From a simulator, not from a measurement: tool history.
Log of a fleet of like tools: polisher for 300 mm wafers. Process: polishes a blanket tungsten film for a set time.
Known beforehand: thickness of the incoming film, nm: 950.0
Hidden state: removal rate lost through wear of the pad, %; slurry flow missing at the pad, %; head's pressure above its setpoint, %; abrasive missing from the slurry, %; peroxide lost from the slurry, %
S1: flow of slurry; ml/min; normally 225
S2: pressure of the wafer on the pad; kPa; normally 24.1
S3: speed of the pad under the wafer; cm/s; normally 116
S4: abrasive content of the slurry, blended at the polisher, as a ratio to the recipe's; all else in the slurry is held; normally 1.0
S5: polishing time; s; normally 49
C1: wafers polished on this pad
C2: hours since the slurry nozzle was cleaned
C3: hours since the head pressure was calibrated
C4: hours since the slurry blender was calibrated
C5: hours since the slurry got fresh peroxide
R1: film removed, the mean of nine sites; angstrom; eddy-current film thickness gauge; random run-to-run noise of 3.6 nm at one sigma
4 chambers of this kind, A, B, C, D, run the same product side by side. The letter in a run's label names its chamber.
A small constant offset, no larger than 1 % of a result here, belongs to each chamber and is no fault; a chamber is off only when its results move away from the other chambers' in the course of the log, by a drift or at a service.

run 1A hour=5.2 | S1=225 S2=24.1 S3=116 S4=1.0 S5=49 | C1=655 C2=17.2 C3=266.4 C4=163.9 C5=89.5 | R1=2708.2
-- hour=5.3 chamber C: slurry blender recalibrated
-- hour=8.6 chamber C: slurry nozzle cleaned
run 2D hour=11.1 | S1=225 S2=24.1 S3=116 S4=1.0 S5=49 | C1=112 C2=126.4 C3=257.9 C4=78.9 C5=21.3 | R1=2702.2
-- hour=11.4 chamber A: worn pad replaced by a new one
-- hour=17.6 chamber C: slurry tank refilled with fresh slurry and peroxide
run 3C hour=18.2 | S1=225 S2=24.1 S3=116 S4=1.0 S5=49 | C1=379 C2=9.7 C3=329.5 C4=13.0 C5=0.7 | R1=2614.0
run 4B hour=27.7 | S1=225 S2=24.1 S3=116 S4=1.0 S5=49 | C1=1188 C2=171.6 C3=332.3 C4=255.8 C5=80.9 | R1=2677.3
run 5D hour=33.9 | S1=195 S2=29.0 S3=116 S4=1.0 S5=49 | C1=338 C2=149.2 C3=280.7 C4=101.7 C5=44.1 | R1=3153.6
-- hour=37.3 chamber C: worn pad replaced by a new one
-- hour=42.6 chamber B: head pressure recalibrated
run 6C hour=43.9 | S1=195 S2=29.0 S3=116 S4=1.0 S5=49 | C1=66 C2=35.4 C3=355.2 C4=38.7 C5=26.4 | R1=3119.1
-- hour=47.5 chamber B: worn pad replaced by a new one
run 7A hour=48.8 | S1=195 S2=29.0 S3=116 S4=1.0 S5=49 | C1=371 C2=60.8 C3=310.0 C4=207.5 C5=133.1 | R1=3156.4
run 8B hour=54.3 | S1=195 S2=29.0 S3=116 S4=1.0 S5=49 | C1=68 C2=198.2 C3=11.8 C4=282.4 C5=107.5 | R1=3101.2
run 9C hour=62.7 | S1=225 S2=24.1 S3=116 S4=1.0 S5=49 | C1=252 C2=54.2 C3=374.0 C4=57.5 C5=45.2 | R1=2608.7
-- hour=70.9 chamber B: slurry tank refilled with fresh slurry and peroxide
run 10B hour=71.3 | S1=225 S2=24.1 S3=116 S4=1.0 S5=49 | C1=236 C2=215.2 C3=28.8 C4=299.4 C5=0.4 | R1=2661.3
-- hour=72.8 chamber D: slurry tank refilled with fresh slurry and peroxide
run 11A hour=77.1 | S1=225 S2=24.1 S3=116 S4=0.8 S5=49 | C1=651 C2=89.1 C3=338.3 C4=235.8 C5=161.4 | R1=2451.3
-- hour=77.7 chamber A: worn pad replaced by a new one
run 12D hour=82.6 | S1=225 S2=24.1 S3=116 S4=0.8 S5=49 | C1=820 C2=197.9 C3=329.4 C4=150.4 C5=9.8 | R1=2564.1
run 13B hour=90.0 | S1=225 S2=24.1 S3=116 S4=0.8 S5=49 | C1=421 C2=233.9 C3=47.5 C4=318.1 C5=19.1 | R1=2570.2
-- hour=91.2 chamber C: worn pad replaced by a new one
run 14A hour=99.5 | S1=225 S2=24.1 S3=116 S4=0.8 S5=49 | C1=215 C2=111.5 C3=360.7 C4=258.2 C5=183.8 | R1=2512.3
run 15C hour=108.3 | S1=225 S2=24.1 S3=116 S4=1.0 S5=49 | C1=170 C2=99.8 C3=419.6 C4=103.1 C5=90.8 | R1=2631.8
run 16D hour=115.6 | S1=225 S2=24.1 S3=116 S4=1.0 S5=49 | C1=1146 C2=230.9 C3=362.4 C4=183.4 C5=42.8 | R1=2654.2
run 17A hour=123.9 | S1=225 S2=24.1 S3=116 S4=1.0 S5=49 | C1=457 C2=135.9 C3=385.1 C4=282.6 C5=208.2 | R1=2552.4
run 18B hour=132.8 | S1=225 S2=24.1 S3=116 S4=1.0 S5=49 | C1=845 C2=276.7 C3=90.3 C4=360.9 C5=61.9 | R1=2632.1
-- hour=137.9 chamber A: worn pad replaced by a new one
run 19C hour=143.4 | S1=225 S2=24.1 S3=116 S4=1.0 S5=49 | C1=517 C2=134.9 C3=454.7 C4=138.2 C5=125.9 | R1=2751.4
-- hour=146.5 chamber C: worn pad replaced by a new one
-- hour=148.5 chamber C: slurry tank refilled with fresh slurry and peroxide
run 20D hour=150.5 | S1=225 S2=24.1 S3=116 S4=1.0 S5=49 | C1=1492 C2=265.8 C3=397.3 C4=218.3 C5=77.7 | R1=2639.3
-- hour=154.9 chamber D: worn pad replaced by a new one
run 21B hour=156.7 | S1=225 S2=24.1 S3=116 S4=1.0 S5=49 | C1=1081 C2=300.6 C3=114.2 C4=384.8 C5=85.8 | R1=2626.6
-- hour=157.5 chamber B: slurry blender recalibrated
run 22C hour=165.4 | S1=225 S2=24.1 S3=116 S4=1.0 S5=49 | C1=187 C2=156.9 C3=476.7 C4=160.2 C5=16.9 | R1=2653.7
-- hour=168.4 chamber D: slurry tank refilled with fresh slurry and peroxide
-- hour=171.9 chamber B: slurry tank refilled with fresh slurry and peroxide
-- hour=176.1 chamber B: worn pad replaced by a new one
run 23D hour=176.2 | S1=225 S2=24.1 S3=116 S4=1.0 S5=49 | C1=211 C2=291.5 C3=423.0 C4=244.0 C5=7.8 | R1=2718.6
run 24A hour=182.2 | S1=225 S2=24.1 S3=116 S4=1.0 S5=49 | C1=438 C2=194.2 C3=443.4 C4=340.9 C5=266.5 | R1=2452.4
run 25D hour=192.5 | S1=225 S2=24.1 S3=116 S4=1.0 S5=49 | C1=373 C2=307.8 C3=439.3 C4=260.3 C5=24.1 | R1=2667.4
-- hour=192.8 chamber C: worn pad replaced by a new one
run 26C hour=200.1 | S1=175 S2=24.1 S3=116 S4=1.0 S5=33 | C1=72 C2=191.6 C3=511.4 C4=194.9 C5=51.6 | R1=1763.5
run 27B hour=205.4 | S1=175 S2=24.1 S3=116 S4=1.0 S5=33 | C1=290 C2=349.3 C3=162.9 C4=48.0 C5=33.5 | R1=1719.6
run 28A hour=210.7 | S1=175 S2=24.1 S3=116 S4=1.0 S5=33 | C1=720 C2=222.7 C3=471.9 C4=369.4 C5=295.0 | R1=1594.5
-- hour=214.0 chamber A: worn pad replaced by a new one
run 29D hour=220.5 | S1=175 S2=24.1 S3=116 S4=1.0 S5=33 | C1=650 C2=335.8 C3=467.3 C4=288.3 C5=52.1 | R1=1727.6
run 30A hour=230.2 | S1=225 S2=24.1 S3=116 S4=1.0 S5=49 | C1=160 C2=242.2 C3=491.4 C4=388.9 C5=314.5 | R1=2371.3

Which is it: a chamber that has drifted or been left off by a service, a gauge drift common to all chambers, or only each chamber's usual small offset? If a chamber is off, name it and its likeliest cause.

Little by little, chamber A moves away from the other chambers.
Likeliest cause: peroxide lost from the slurry, % = 26.3.
The log may not tell that from: head's pressure below its setpoint, %; abrasive missing from the slurry, %.

Here are 4 candidates for chamber A's next run, each the usual settings with a change, their results left as question marks. Which one brings its results back in line with what the others give on the usual settings?
Allowed miss from the other chambers' usual-settings mean, per result, to count as in line: R1 120.0 angstrom
run 31A-1 hour=237.9 | S1=225 S2=25.5 S3=124 S4=1.0 S5=52 | R1=?
run 31A-2 hour=237.9 | S1=225 S2=24.8 S3=120 S4=1.0 S5=51 | R1=?
run 31A-3 hour=237.9 | S1=220 S2=22.1 S3=104 S4=1.0 S5=49 | R1=?
run 31A-4 hour=237.9 | S1=225 S2=23.4 S3=112 S4=1.0 S5=47 | R1=?

Other chambers, usual settings, mean: R1 2659.0 angstrom
run=31A-1 R1=2831.8
run=31A-2 R1=2616.1
run=31A-3 R1=1934.9
run=31A-4 R1=2127.1
31A-2 puts the chamber back in line with the other chambers.
